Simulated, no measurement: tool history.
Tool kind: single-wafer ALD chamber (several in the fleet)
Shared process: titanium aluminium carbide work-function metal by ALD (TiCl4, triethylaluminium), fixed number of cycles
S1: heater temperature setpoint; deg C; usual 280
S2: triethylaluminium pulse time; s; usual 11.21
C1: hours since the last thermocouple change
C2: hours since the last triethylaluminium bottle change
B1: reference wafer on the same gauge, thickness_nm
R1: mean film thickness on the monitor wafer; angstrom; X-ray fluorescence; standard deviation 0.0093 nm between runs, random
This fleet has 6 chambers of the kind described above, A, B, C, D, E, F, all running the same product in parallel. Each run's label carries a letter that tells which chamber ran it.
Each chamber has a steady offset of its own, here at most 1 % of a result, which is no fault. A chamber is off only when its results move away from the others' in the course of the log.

run     day   S1     S2      C1      C2      B1      R1
 1E   0.275  280  11.21  2155.1   750.0  2.1023  18.615
 2F   0.812  280  11.21   996.8   139.7  2.0990  18.430
 3D   1.417  280  11.21  1166.9   144.7  2.1012  18.581
 4C   1.900  280  11.21   948.3   435.4  2.1029  18.366
 5B   2.396  280  11.21  1450.2   411.6  2.0992  18.511
      2.883  -- chamber B: thermocouple changed; heater temperature recalibrated
 6A   2.971  291  14.96  1888.6  1363.3  2.1015  19.595
 7F   3.400  291  14.96  1058.9   201.8  2.0998  19.570
 8D   3.742  291  14.96  1222.7   200.5  2.0991  19.974
 9B   4.075  291  14.96    28.6   451.9  2.0994  19.935
10C   4.588  291  14.96  1012.8   499.9  2.1006  19.397
11E   5.088  291  14.96  2270.6   865.5  2.1010  19.711
12A   5.496  280  11.21  1949.2  1423.9  2.0991  18.397
13B   5.879  280  11.21    71.9   495.2  2.0954  18.680
14E   6.238  280  11.21  2298.2   893.1  2.0989  18.750
      6.492  -- chamber E: thermocouple changed; heater temperature recalibrated
15A   6.662  280   8.80  1977.2  1451.9  2.0965  17.759
16C   7.225  280   8.80  1076.1   563.2  2.1016  17.469
17D   7.800  280   8.80  1320.1   297.9  2.0985  17.947
18F   8.225  280   8.80  1174.7   317.6  2.0981  18.111
19C   8.621  280   8.80  1109.6   596.7  2.1008  17.529
20A   9.129  280   8.80  2036.4  1511.1  2.0966  17.852
21E   9.471  280  11.21    71.6   970.7  2.0997  18.463
22F   9.983  280  11.21  1216.9   359.8  2.0979  18.394
23B  10.496  280  11.21   182.7   606.0  2.1028  18.848
24D  11.096  280  11.21  1399.2   377.0  2.1001  18.455
25D  11.533  271  14.40  1409.7   387.5  2.1012  17.978
26C  12.000  271  14.40  1190.7   677.8  2.0985  17.581
27A  12.388  271  14.40  2114.6  1589.3  2.0995  17.703
28F  12.958  271  14.40  1288.3   431.2  2.1039  17.875
29B  13.454  271  14.40   253.7   677.0  2.0997  18.276
30E  13.833  271  14.40   176.3  1075.4  2.0998  18.068
31B  14.158  280  11.21   270.6   693.9  2.0997  18.618
32D  14.588  280  11.21  1483.0   460.8  2.0994  18.611
33E  14.983  280  11.21   203.9  1103.0  2.0982  18.522
34C  15.579  280  11.21  1276.6   763.7  2.0985  17.745
35F  16.092  280  11.21  1363.5   506.4  2.0997  18.225
36A  16.362  280  11.21  2210.0  1684.7  2.0999  18.310
37A  16.883  280  11.21  2222.5  1697.2  2.0977  18.249
38C  17.192  280  11.21  1315.3   802.4  2.1011  17.605
39F  17.467  280  11.21  1396.5   539.4  2.0976  18.373
40D  17.892  268  11.21  1562.3   540.1  2.0994  17.541

All 6 chambers run these settings next. Forecast each chamber's results:
41A  18.325  280  11.21               ?
41B  18.325  280  11.21               ?
41C  18.325  280  11.21               ?
41D  18.325  280  11.21               ?
41E  18.325  280  11.21               ?
41F  18.325  280  11.21               ?

run      R1
41A  18.325
41B  18.589
41C  17.469
41D  18.492
41E  18.574
41F  18.476
